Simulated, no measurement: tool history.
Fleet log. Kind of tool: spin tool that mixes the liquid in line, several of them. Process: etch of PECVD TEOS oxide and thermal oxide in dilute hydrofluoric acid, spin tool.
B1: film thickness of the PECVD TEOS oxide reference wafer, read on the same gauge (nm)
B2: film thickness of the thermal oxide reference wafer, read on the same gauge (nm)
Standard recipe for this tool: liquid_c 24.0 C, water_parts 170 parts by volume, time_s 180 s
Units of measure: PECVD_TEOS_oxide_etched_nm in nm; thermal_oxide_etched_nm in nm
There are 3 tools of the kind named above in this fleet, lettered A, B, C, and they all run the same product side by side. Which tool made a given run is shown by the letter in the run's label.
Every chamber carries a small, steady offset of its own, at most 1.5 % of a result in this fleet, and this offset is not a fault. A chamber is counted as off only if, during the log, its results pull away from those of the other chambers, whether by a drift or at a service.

Run 1A, hour 9.4: usual settings; B1 90.014; B2 79.960. Result: PECVD_TEOS_oxide_etched_nm 17.177 nm, thermal_oxide_etched_nm 4.5382 nm.
Run 2B, hour 16.2: usual settings; B1 89.995; B2 79.961. Result: PECVD_TEOS_oxide_etched_nm 17.273 nm, thermal_oxide_etched_nm 4.4928 nm.
Run 3C, hour 21.7: usual settings; B1 89.990; B2 79.987. Result: PECVD_TEOS_oxide_etched_nm 17.228 nm, thermal_oxide_etched_nm 4.4773 nm.
Run 4A, hour 29.6: usual settings; B1 89.989; B2 80.006. Result: PECVD_TEOS_oxide_etched_nm 17.184 nm, thermal_oxide_etched_nm 4.5334 nm.
Run 5C, hour 36.6: usual settings but water_parts 220 parts by volume; B1 89.998; B2 80.001. Result: PECVD_TEOS_oxide_etched_nm 12.611 nm, thermal_oxide_etched_nm 3.2987 nm.
Run 6B, hour 42.3: usual settings but water_parts 220 parts by volume; B1 89.993; B2 79.992. Result: PECVD_TEOS_oxide_etched_nm 12.709 nm, thermal_oxide_etched_nm 3.3361 nm.
Run 7C, hour 50.4: usual settings but water_parts 220 parts by volume; B1 89.985; B2 80.011. Result: PECVD_TEOS_oxide_etched_nm 12.724 nm, thermal_oxide_etched_nm 3.2820 nm.
Run 8A, hour 55.2: usual settings; B1 90.014; B2 79.966. Result: PECVD_TEOS_oxide_etched_nm 17.251 nm, thermal_oxide_etched_nm 4.5459 nm.
Run 9B, hour 64.4: usual settings; B1 90.016; B2 80.000. Result: PECVD_TEOS_oxide_etched_nm 17.549 nm, thermal_oxide_etched_nm 4.5225 nm.
Run 10A, hour 71.8: usual settings; B1 89.995; B2 79.968. Result: PECVD_TEOS_oxide_etched_nm 17.262 nm, thermal_oxide_etched_nm 4.5727 nm.
Run 11B, hour 76.7: usual settings but liquid_c 26.0 C; B1 89.996; B2 80.002. Result: PECVD_TEOS_oxide_etched_nm 18.876 nm, thermal_oxide_etched_nm 4.9250 nm.
Run 12C, hour 85.5: usual settings but liquid_c 26.0 C; B1 89.999; B2 79.989. Result: PECVD_TEOS_oxide_etched_nm 18.814 nm, thermal_oxide_etched_nm 4.9322 nm.
Run 13C, hour 92.8: usual settings but liquid_c 26.0 C; B1 89.994; B2 79.995. Result: PECVD_TEOS_oxide_etched_nm 18.975 nm, thermal_oxide_etched_nm 4.9109 nm.
Run 14B, hour 99.6: usual settings but liquid_c 28.5 C; B1 90.005; B2 79.973. Result: PECVD_TEOS_oxide_etched_nm 20.458 nm, thermal_oxide_etched_nm 5.3421 nm.
Run 15A, hour 108.6: usual settings but liquid_c 28.5 C; B1 89.997; B2 79.991. Result: PECVD_TEOS_oxide_etched_nm 20.274 nm, thermal_oxide_etched_nm 5.3307 nm.
Run 16A, hour 114.6: usual settings but liquid_c 28.5 C; B1 89.998; B2 80.011. Result: PECVD_TEOS_oxide_etched_nm 20.083 nm, thermal_oxide_etched_nm 5.3743 nm.
Run 17C, hour 120.8: usual settings; B1 90.012; B2 79.987. Result: PECVD_TEOS_oxide_etched_nm 17.859 nm, thermal_oxide_etched_nm 4.5811 nm.
Run 18B, hour 127.9: usual settings; B1 89.988; B2 79.981. Result: PECVD_TEOS_oxide_etched_nm 17.513 nm, thermal_oxide_etched_nm 4.5124 nm.
Run 19B, hour 133.6: usual settings; B1 90.007; B2 79.998. Result: PECVD_TEOS_oxide_etched_nm 17.373 nm, thermal_oxide_etched_nm 4.5145 nm.
Run 20C, hour 143.7: usual settings; B1 89.996; B2 80.028. Result: PECVD_TEOS_oxide_etched_nm 18.129 nm, thermal_oxide_etched_nm 4.6939 nm.
Run 21A, hour 148.4: usual settings but water_parts 140 parts by volume, time_s 235 s; B1 89.994; B2 80.005. Result: PECVD_TEOS_oxide_etched_nm 27.957 nm, thermal_oxide_etched_nm 7.4556 nm.
Run 22B, hour 154.3: usual settings but water_parts 140 parts by volume, time_s 235 s; B1 89.988; B2 79.991. Result: PECVD_TEOS_oxide_etched_nm 28.600 nm, thermal_oxide_etched_nm 7.4922 nm.
Run 23A, hour 162.8: usual settings but water_parts 140 parts by volume, time_s 235 s; B1 89.998; B2 79.969. Result: PECVD_TEOS_oxide_etched_nm 28.046 nm, thermal_oxide_etched_nm 7.5257 nm.
Run 24C, hour 172.5: usual settings; B1 89.989; B2 79.995. Result: PECVD_TEOS_oxide_etched_nm 18.152 nm, thermal_oxide_etched_nm 4.7342 nm.
Run 25B, hour 178.6: usual settings; B1 89.999; B2 80.002. Result: PECVD_TEOS_oxide_etched_nm 17.533 nm, thermal_oxide_etched_nm 4.5465 nm.
Run 26C, hour 186.5: usual settings; B1 90.013; B2 79.995. Result: PECVD_TEOS_oxide_etched_nm 18.159 nm, thermal_oxide_etched_nm 4.7864 nm.
Run 27A, hour 192.8: usual settings; B1 90.001; B2 80.014. Result: PECVD_TEOS_oxide_etched_nm 17.242 nm, thermal_oxide_etched_nm 4.5199 nm.
Run 28B, hour 199.8: usual settings; B1 89.994; B2 79.979. Result: PECVD_TEOS_oxide_etched_nm 17.356 nm, thermal_oxide_etched_nm 4.5619 nm.
Run 29A, hour 205.8: usual settings; B1 89.986; B2 79.991. Result: PECVD_TEOS_oxide_etched_nm 17.123 nm, thermal_oxide_etched_nm 4.5942 nm.
Run 30C, hour 211.4: usual settings but liquid_c 29.0 C, water_parts 130 parts by volume; B1 89.983; B2 80.028. Result: PECVD_TEOS_oxide_etched_nm 30.185 nm, thermal_oxide_etched_nm 7.8447 nm.

Next, all 3 chambers run the settings below, one line each with question marks for the results. What does each chamber give?
Run 31A, hour 218.6: usual settings. Result: PECVD_TEOS_oxide_etched_nm ?, thermal_oxide_etched_nm ?.
Run 31B, hour 218.6: usual settings. Result: PECVD_TEOS_oxide_etched_nm ?, thermal_oxide_etched_nm ?.
Run 31C, hour 218.6: usual settings. Result: PECVD_TEOS_oxide_etched_nm ?, thermal_oxide_etched_nm ?.

run  PECVD_TEOS_oxide_etched_nm  thermal_oxide_etched_nm
31A                      16.920                   4.5157
31B                      17.176                   4.5155
31C                      18.563                   4.7703

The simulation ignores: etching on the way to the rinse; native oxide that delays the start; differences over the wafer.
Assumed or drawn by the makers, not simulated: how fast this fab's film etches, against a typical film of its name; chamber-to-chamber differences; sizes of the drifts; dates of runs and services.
